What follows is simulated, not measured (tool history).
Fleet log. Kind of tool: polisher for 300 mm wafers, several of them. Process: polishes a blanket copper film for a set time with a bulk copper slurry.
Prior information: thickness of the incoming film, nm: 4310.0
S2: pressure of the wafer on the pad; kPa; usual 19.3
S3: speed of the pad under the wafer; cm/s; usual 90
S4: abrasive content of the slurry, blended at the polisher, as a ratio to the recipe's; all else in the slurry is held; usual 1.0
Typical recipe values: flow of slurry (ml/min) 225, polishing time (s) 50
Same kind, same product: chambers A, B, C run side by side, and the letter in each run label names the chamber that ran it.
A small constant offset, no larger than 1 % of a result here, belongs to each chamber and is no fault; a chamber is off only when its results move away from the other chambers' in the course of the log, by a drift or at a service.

{"run": "1A", "hour": 8.5, "flow of slurry (ml/min)": 225, "S2": 19.3, "S3": 90, "S4": 1.0, "polishing time (s)": 50, "film removed (angstrom)": 3717.7}
{"run": "2C", "hour": 17.6, "flow of slurry (ml/min)": 225, "S2": 19.3, "S3": 90, "S4": 1.0, "polishing time (s)": 50, "film removed (angstrom)": 3736.0}
{"run": "3B", "hour": 24.3, "flow of slurry (ml/min)": 225, "S2": 19.3, "S3": 90, "S4": 1.0, "polishing time (s)": 50, "film removed (angstrom)": 3666.0}
{"hour": 28.3, "done": "chamber B: worn pad replaced by a new one"}
{"run": "4B", "hour": 32.2, "flow of slurry (ml/min)": 225, "S2": 19.3, "S3": 90, "S4": 1.0, "polishing time (s)": 50, "film removed (angstrom)": 3746.3}
{"hour": 35.8, "done": "chamber C: slurry nozzle cleaned"}
{"hour": 36.6, "done": "chamber B: slurry nozzle cleaned"}
{"run": "5A", "hour": 44.3, "flow of slurry (ml/min)": 225, "S2": 19.3, "S3": 90, "S4": 1.0, "polishing time (s)": 50, "film removed (angstrom)": 3780.7}
{"hour": 49.4, "done": "chamber A: worn pad replaced by a new one"}
{"run": "6C", "hour": 50.8, "flow of slurry (ml/min)": 225, "S2": 19.3, "S3": 90, "S4": 1.0, "polishing time (s)": 50, "film removed (angstrom)": 3774.7}
{"run": "7B", "hour": 57.8, "flow of slurry (ml/min)": 225, "S2": 19.3, "S3": 90, "S4": 1.0, "polishing time (s)": 50, "film removed (angstrom)": 3684.7}
{"hour": 59.6, "done": "chamber A: slurry nozzle cleaned"}
{"hour": 63.5, "done": "chamber C: worn pad replaced by a new one"}
{"run": "8A", "hour": 69.8, "flow of slurry (ml/min)": 225, "S2": 19.3, "S3": 90, "S4": 1.0, "polishing time (s)": 50, "film removed (angstrom)": 3757.6}
{"run": "9C", "hour": 80.8, "flow of slurry (ml/min)": 225, "S2": 19.3, "S3": 90, "S4": 1.0, "polishing time (s)": 50, "film removed (angstrom)": 3811.8}
{"hour": 82.1, "done": "chamber C: slurry blender recalibrated"}
{"run": "10B", "hour": 87.2, "flow of slurry (ml/min)": 225, "S2": 19.3, "S3": 90, "S4": 1.0, "polishing time (s)": 50, "film removed (angstrom)": 3687.9}
{"hour": 98.9, "done": "chamber B: slurry blender recalibrated"}
{"run": "11A", "hour": 99.7, "flow of slurry (ml/min)": 225, "S2": 19.3, "S3": 90, "S4": 1.0, "polishing time (s)": 50, "film removed (angstrom)": 3821.4}
{"hour": 104.2, "done": "chamber B: worn pad replaced by a new one"}
{"hour": 106.2, "done": "chamber A: worn pad replaced by a new one"}
{"run": "12C", "hour": 108.3, "flow of slurry (ml/min)": 225, "S2": 19.3, "S3": 90, "S4": 1.0, "polishing time (s)": 50, "film removed (angstrom)": 3776.7}
{"run": "13C", "hour": 119.1, "flow of slurry (ml/min)": 225, "S2": 19.3, "S3": 90, "S4": 1.0, "polishing time (s)": 50, "film removed (angstrom)": 3750.4}
{"run": "14B", "hour": 127.3, "flow of slurry (ml/min)": 225, "S2": 19.3, "S3": 90, "S4": 1.0, "polishing time (s)": 50, "film removed (angstrom)": 3622.7}
{"run": "15A", "hour": 138.3, "flow of slurry (ml/min)": 225, "S2": 19.3, "S3": 90, "S4": 1.0, "polishing time (s)": 50, "film removed (angstrom)": 3729.9}
{"run": "16B", "hour": 148.4, "flow of slurry (ml/min)": 225, "S2": 19.3, "S3": 90, "S4": 1.0, "polishing time (s)": 50, "film removed (angstrom)": 3522.4}
{"hour": 157.0, "done": "chamber A: worn pad replaced by a new one"}
{"run": "17C", "hour": 157.7, "flow of slurry (ml/min)": 225, "S2": 19.3, "S3": 90, "S4": 1.0, "polishing time (s)": 50, "film removed (angstrom)": 3751.9}
{"hour": 160.3, "done": "chamber C: worn pad replaced by a new one"}
{"run": "18A", "hour": 163.3, "flow of slurry (ml/min)": 225, "S2": 19.3, "S3": 90, "S4": 1.0, "polishing time (s)": 50, "film removed (angstrom)": 3698.7}
{"hour": 164.5, "done": "chamber A: head pressure recalibrated"}
{"run": "19B", "hour": 172.7, "flow of slurry (ml/min)": 225, "S2": 19.3, "S3": 60, "S4": 1.1, "polishing time (s)": 50, "film removed (angstrom)": 2425.7}
{"run": "20A", "hour": 181.4, "flow of slurry (ml/min)": 225, "S2": 19.3, "S3": 60, "S4": 1.1, "polishing time (s)": 50, "film removed (angstrom)": 2563.5}
{"run": "21C", "hour": 191.7, "flow of slurry (ml/min)": 225, "S2": 19.3, "S3": 60, "S4": 1.1, "polishing time (s)": 50, "film removed (angstrom)": 2577.1}
{"hour": 193.2, "done": "chamber B: worn pad replaced by a new one"}
{"run": "22A", "hour": 197.9, "flow of slurry (ml/min)": 225, "S2": 19.3, "S3": 90, "S4": 1.0, "polishing time (s)": 50, "film removed (angstrom)": 3730.4}
{"run": "23B", "hour": 206.5, "flow of slurry (ml/min)": 225, "S2": 19.3, "S3": 90, "S4": 1.0, "polishing time (s)": 50, "film removed (angstrom)": 3471.7}
{"hour": 216.3, "done": "chamber A: worn pad replaced by a new one"}
{"run": "24C", "hour": 219.0, "flow of slurry (ml/min)": 225, "S2": 19.3, "S3": 90, "S4": 1.0, "polishing time (s)": 50, "film removed (angstrom)": 3783.4}
{"run": "25A", "hour": 229.9, "flow of slurry (ml/min)": 225, "S2": 19.3, "S3": 90, "S4": 1.0, "polishing time (s)": 50, "film removed (angstrom)": 3734.4}
{"run": "26B", "hour": 237.6, "flow of slurry (ml/min)": 225, "S2": 19.3, "S3": 90, "S4": 1.0, "polishing time (s)": 50, "film removed (angstrom)": 3431.7}
{"run": "27C", "hour": 245.2, "flow of slurry (ml/min)": 225, "S2": 19.3, "S3": 90, "S4": 1.0, "polishing time (s)": 50, "film removed (angstrom)": 3793.8}
{"hour": 247.3, "done": "chamber B: slurry blender recalibrated"}
{"run": "28A", "hour": 255.5, "flow of slurry (ml/min)": 225, "S2": 19.3, "S3": 90, "S4": 1.0, "polishing time (s)": 50, "film removed (angstrom)": 3763.3}
{"run": "29B", "hour": 268.2, "flow of slurry (ml/min)": 225, "S2": 19.3, "S3": 90, "S4": 1.0, "polishing time (s)": 50, "film removed (angstrom)": 3414.1}

Has any chamber moved away from the others, gradually or after a service, or does the common gauge drift, or do the chambers differ only by their own small steady offsets? State the chamber and the most likely cause if one applies.

One chamber, B, drifts off from the rest bit by bit.
Likeliest cause: head's pressure below its setpoint, % = 8.98.
The log may not separate it from: slurry flow missing at the pad, %.

Which of the 4 candidates below, each the usual settings with something changed and its results left as question marks, puts chamber B back in line with what the other chambers give on the usual settings?
In-line tolerance around the mean of the other chambers on the usual settings: film removed (angstrom) 130.0
{"run": "30B-1", "hour": 277.4, "flow of slurry (ml/min)": 225, "S2": 18.6, "S3": 88, "S4": 1.0, "polishing time (s)": 48, "film removed (angstrom)": "?"}
{"run": "30B-2", "hour": 277.4, "flow of slurry (ml/min)": 225, "S2": 20.0, "S3": 94, "S4": 1.0, "polishing time (s)": 52, "film removed (angstrom)": "?"}
{"run": "30B-3", "hour": 277.4, "flow of slurry (ml/min)": 225, "S2": 17.9, "S3": 84, "S4": 1.0, "polishing time (s)": 46, "film removed (angstrom)": "?"}
{"run": "30B-4", "hour": 277.4, "flow of slurry (ml/min)": 225, "S2": 19.3, "S3": 100, "S4": 1.0, "polishing time (s)": 56, "film removed (angstrom)": "?"}

The other chambers' mean on the usual settings: film removed (angstrom) 3762.7
run=30B-1 film_removed_(angstrom)=3082.4
run=30B-2 film_removed_(angstrom)=3826.4
run=30B-3 film_removed_(angstrom)=2717.5
run=30B-4 film_removed_(angstrom)=4230.9
The right change is 30B-2: it brings the chamber back within the allowed miss of the others.
